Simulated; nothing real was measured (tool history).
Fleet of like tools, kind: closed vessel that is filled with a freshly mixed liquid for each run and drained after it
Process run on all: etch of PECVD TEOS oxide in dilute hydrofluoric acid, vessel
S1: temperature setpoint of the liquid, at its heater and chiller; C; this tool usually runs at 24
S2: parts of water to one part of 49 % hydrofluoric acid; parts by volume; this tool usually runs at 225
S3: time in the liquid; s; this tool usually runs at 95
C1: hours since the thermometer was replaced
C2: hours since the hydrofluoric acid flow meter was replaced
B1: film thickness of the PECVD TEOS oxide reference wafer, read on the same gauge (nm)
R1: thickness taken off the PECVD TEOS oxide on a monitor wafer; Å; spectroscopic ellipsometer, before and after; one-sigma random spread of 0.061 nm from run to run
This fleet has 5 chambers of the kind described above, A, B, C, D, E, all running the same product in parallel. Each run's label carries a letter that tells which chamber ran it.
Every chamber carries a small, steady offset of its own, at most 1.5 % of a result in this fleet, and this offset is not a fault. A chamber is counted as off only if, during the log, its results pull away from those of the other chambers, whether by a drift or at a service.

| run | hour | S1 | S2 | S3 | C1 | C2 | B1 | R1 |
|---|---|---|---|---|---|---|---|---|
| 1A | 4.2 | 24 | 225 | 95 | 1770.8 | 749.8 | 150.02 | 62.295 |
| 2E | 9.7 | 24 | 225 | 95 | 815.1 | 146.9 | 150.01 | 62.341 |
|  | 16.1 | chamber B: thermometer replaced |
| 3B | 16.5 | 24 | 225 | 95 | 0.5 | 1657.9 | 150.00 | 63.796 |
| 4D | 21.9 | 24 | 225 | 95 | 197.2 | 161.0 | 149.96 | 62.845 |
| 5C | 27.6 | 24 | 225 | 95 | 646.5 | 203.9 | 149.99 | 63.359 |
| 6E | 34.7 | 24 | 225 | 95 | 840.1 | 171.9 | 150.01 | 62.114 |
| 7A | 42.8 | 24 | 225 | 95 | 1809.4 | 788.4 | 150.00 | 61.830 |
| 8B | 46.9 | 24 | 225 | 95 | 30.9 | 1688.3 | 150.00 | 63.020 |
| 9C | 55.6 | 24 | 225 | 95 | 674.5 | 231.9 | 149.99 | 62.630 |
| 10D | 63.9 | 24 | 225 | 95 | 239.2 | 203.0 | 150.00 | 61.805 |
| 11D | 68.0 | 24 | 225 | 95 | 243.3 | 207.1 | 150.02 | 62.704 |
| 12C | 73.6 | 24 | 225 | 95 | 692.5 | 249.9 | 150.02 | 63.781 |
|  | 76.1 | chamber B: hydrofluoric acid flow meter replaced |
| 13A | 80.3 | 24 | 225 | 95 | 1846.9 | 825.9 | 150.00 | 63.061 |
| 14E | 89.0 | 24 | 225 | 95 | 894.4 | 226.2 | 150.00 | 62.466 |
| 15B | 93.6 | 24 | 225 | 95 | 77.6 | 17.6 | 150.01 | 64.152 |
| 16B | 98.3 | 24 | 225 | 95 | 82.3 | 22.3 | 149.98 | 64.061 |
| 17E | 103.7 | 24 | 225 | 95 | 909.1 | 240.9 | 149.98 | 62.227 |
| 18C | 112.0 | 24 | 225 | 95 | 730.9 | 288.3 | 149.99 | 65.321 |
| 19D | 117.3 | 24 | 225 | 95 | 292.6 | 256.4 | 149.98 | 62.735 |
| 20A | 123.5 | 24 | 225 | 95 | 1890.1 | 869.1 | 149.99 | 63.081 |
| 21B | 129.3 | 24 | 225 | 95 | 113.3 | 53.3 | 150.05 | 62.855 |
| 22D | 137.0 | 24 | 225 | 95 | 312.3 | 276.1 | 150.05 | 62.533 |
| 23C | 143.9 | 24 | 225 | 95 | 762.8 | 320.2 | 150.03 | 65.255 |
| 24E | 150.6 | 24 | 225 | 95 | 956.0 | 287.8 | 149.97 | 63.849 |
| 25A | 157.7 | 24 | 225 | 95 | 1924.3 | 903.3 | 149.99 | 63.304 |
| 26D | 162.1 | 24 | 225 | 95 | 337.4 | 301.2 | 150.00 | 62.615 |
| 27C | 167.1 | 24 | 225 | 95 | 786.0 | 343.4 | 150.03 | 67.876 |
| 28A | 171.0 | 24 | 225 | 95 | 1937.6 | 916.6 | 149.99 | 64.055 |
| 29B | 179.8 | 24 | 225 | 95 | 163.8 | 103.8 | 150.04 | 63.232 |
| 30E | 184.8 | 24 | 225 | 95 | 990.2 | 322.0 | 149.95 | 61.593 |
| 31E | 190.3 | 24 | 225 | 95 | 995.7 | 327.5 | 149.98 | 62.383 |
| 32A | 196.5 | 24 | 225 | 95 | 1963.1 | 942.1 | 150.01 | 61.516 |
| 33D | 203.8 | 24 | 225 | 95 | 379.1 | 342.9 | 150.00 | 62.161 |

The same settings go to every chamber for the next run, one line per chamber below. Forecast the results for each:
| 34A | 210.1 | 24 | 225 | 95 |  |  |  | ? |
| 34B | 210.1 | 24 | 225 | 95 |  |  |  | ? |
| 34C | 210.1 | 24 | 225 | 95 |  |  |  | ? |
| 34D | 210.1 | 24 | 225 | 95 |  |  |  | ? |
| 34E | 210.1 | 24 | 225 | 95 |  |  |  | ? |

| run | R1 |
|---|---|
| 34A | 63.566 |
| 34B | 62.682 |
| 34C | 70.928 |
| 34D | 62.417 |
| 34E | 62.606 |
